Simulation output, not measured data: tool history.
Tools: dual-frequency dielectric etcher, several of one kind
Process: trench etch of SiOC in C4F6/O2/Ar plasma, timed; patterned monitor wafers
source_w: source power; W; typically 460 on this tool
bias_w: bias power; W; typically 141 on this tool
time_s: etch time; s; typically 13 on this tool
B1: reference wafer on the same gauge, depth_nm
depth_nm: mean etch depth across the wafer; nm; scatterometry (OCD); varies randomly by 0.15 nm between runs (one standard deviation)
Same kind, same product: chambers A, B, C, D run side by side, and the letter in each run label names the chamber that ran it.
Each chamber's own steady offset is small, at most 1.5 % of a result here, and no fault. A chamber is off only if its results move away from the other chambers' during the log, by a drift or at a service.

{"run": "1B", "hour": 5.8, "source_w": 460, "bias_w": 141, "time_s": 13, "B1": 28.402, "depth_nm": 26.463}
{"run": "2C", "hour": 11.2, "source_w": 460, "bias_w": 141, "time_s": 13, "B1": 28.383, "depth_nm": 26.332}
{"hour": 12.8, "done": "chamber A: bias power generator calibrated"}
{"run": "3D", "hour": 21.4, "source_w": 460, "bias_w": 141, "time_s": 13, "B1": 28.345, "depth_nm": 26.723}
{"run": "4A", "hour": 27.2, "source_w": 460, "bias_w": 141, "time_s": 13, "B1": 28.391, "depth_nm": 26.74}
{"run": "5C", "hour": 32.0, "source_w": 460, "bias_w": 141, "time_s": 13, "B1": 28.386, "depth_nm": 26.379}
{"run": "6A", "hour": 36.7, "source_w": 460, "bias_w": 141, "time_s": 13, "B1": 28.413, "depth_nm": 26.759}
{"run": "7B", "hour": 41.5, "source_w": 460, "bias_w": 141, "time_s": 13, "B1": 28.359, "depth_nm": 26.494}
{"run": "8D", "hour": 51.6, "source_w": 460, "bias_w": 141, "time_s": 13, "B1": 28.401, "depth_nm": 26.563}
{"run": "9A", "hour": 58.7, "source_w": 460, "bias_w": 141, "time_s": 13, "B1": 28.363, "depth_nm": 26.677}
{"run": "10C", "hour": 67.4, "source_w": 460, "bias_w": 141, "time_s": 13, "B1": 28.347, "depth_nm": 26.288}
{"run": "11D", "hour": 77.1, "source_w": 460, "bias_w": 141, "time_s": 13, "B1": 28.442, "depth_nm": 26.575}
{"run": "12B", "hour": 83.1, "source_w": 460, "bias_w": 141, "time_s": 13, "B1": 28.41, "depth_nm": 26.623}
{"run": "13B", "hour": 89.1, "source_w": 460, "bias_w": 141, "time_s": 13, "B1": 28.331, "depth_nm": 26.636}
{"run": "14D", "hour": 95.2, "source_w": 460, "bias_w": 141, "time_s": 13, "B1": 28.4, "depth_nm": 26.489}
{"run": "15A", "hour": 100.4, "source_w": 460, "bias_w": 141, "time_s": 13, "B1": 28.39, "depth_nm": 26.697}
{"run": "16C", "hour": 106.0, "source_w": 460, "bias_w": 141, "time_s": 13, "B1": 28.425, "depth_nm": 26.31}
{"run": "17C", "hour": 112.2, "source_w": 460, "bias_w": 169, "time_s": 9.5, "B1": 28.423, "depth_nm": 20.282}
{"run": "18A", "hour": 119.3, "source_w": 460, "bias_w": 169, "time_s": 9.5, "B1": 28.416, "depth_nm": 20.538}
{"run": "19B", "hour": 124.8, "source_w": 460, "bias_w": 169, "time_s": 9.5, "B1": 28.436, "depth_nm": 20.488}
{"run": "20D", "hour": 132.1, "source_w": 460, "bias_w": 169, "time_s": 9.5, "B1": 28.401, "depth_nm": 20.261}
{"run": "21A", "hour": 138.9, "source_w": 460, "bias_w": 141, "time_s": 13, "B1": 28.384, "depth_nm": 26.775}
{"run": "22C", "hour": 145.5, "source_w": 460, "bias_w": 141, "time_s": 13, "B1": 28.4, "depth_nm": 26.339}
{"run": "23D", "hour": 154.7, "source_w": 460, "bias_w": 141, "time_s": 13, "B1": 28.412, "depth_nm": 26.126}
{"run": "24B", "hour": 163.9, "source_w": 460, "bias_w": 141, "time_s": 13, "B1": 28.443, "depth_nm": 26.594}
{"hour": 165.7, "done": "chamber C: wet clean of the chamber"}
{"run": "25C", "hour": 171.1, "source_w": 460, "bias_w": 141, "time_s": 13, "B1": 28.448, "depth_nm": 26.2}
{"run": "26D", "hour": 180.0, "source_w": 460, "bias_w": 119, "time_s": 13, "B1": 28.426, "depth_nm": 24.911}
{"run": "27A", "hour": 186.6, "source_w": 460, "bias_w": 119, "time_s": 13, "B1": 28.429, "depth_nm": 25.26}
{"run": "28B", "hour": 196.9, "source_w": 460, "bias_w": 119, "time_s": 13, "B1": 28.402, "depth_nm": 25.352}
{"run": "29A", "hour": 205.6, "source_w": 460, "bias_w": 119, "time_s": 13, "B1": 28.414, "depth_nm": 25.687}
{"run": "30B", "hour": 214.3, "source_w": 460, "bias_w": 141, "time_s": 13, "B1": 28.401, "depth_nm": 26.926}
{"run": "31C", "hour": 221.9, "source_w": 460, "bias_w": 141, "time_s": 13, "B1": 28.39, "depth_nm": 26.388}
{"run": "32D", "hour": 226.8, "source_w": 460, "bias_w": 141, "time_s": 13, "B1": 28.375, "depth_nm": 26.451}
{"run": "33A", "hour": 233.2, "source_w": 460, "bias_w": 141, "time_s": 13, "B1": 28.394, "depth_nm": 26.587}
{"run": "34B", "hour": 243.6, "source_w": 460, "bias_w": 141, "time_s": 13, "B1": 28.378, "depth_nm": 26.712}

What goes on in this fleet: one chamber off, a drifting gauge, or nothing beyond the chambers' own small offsets? Name the chamber and the cause, if any.

No chamber is off and the gauge is stable; the differences are just each chamber's small, constant offset.
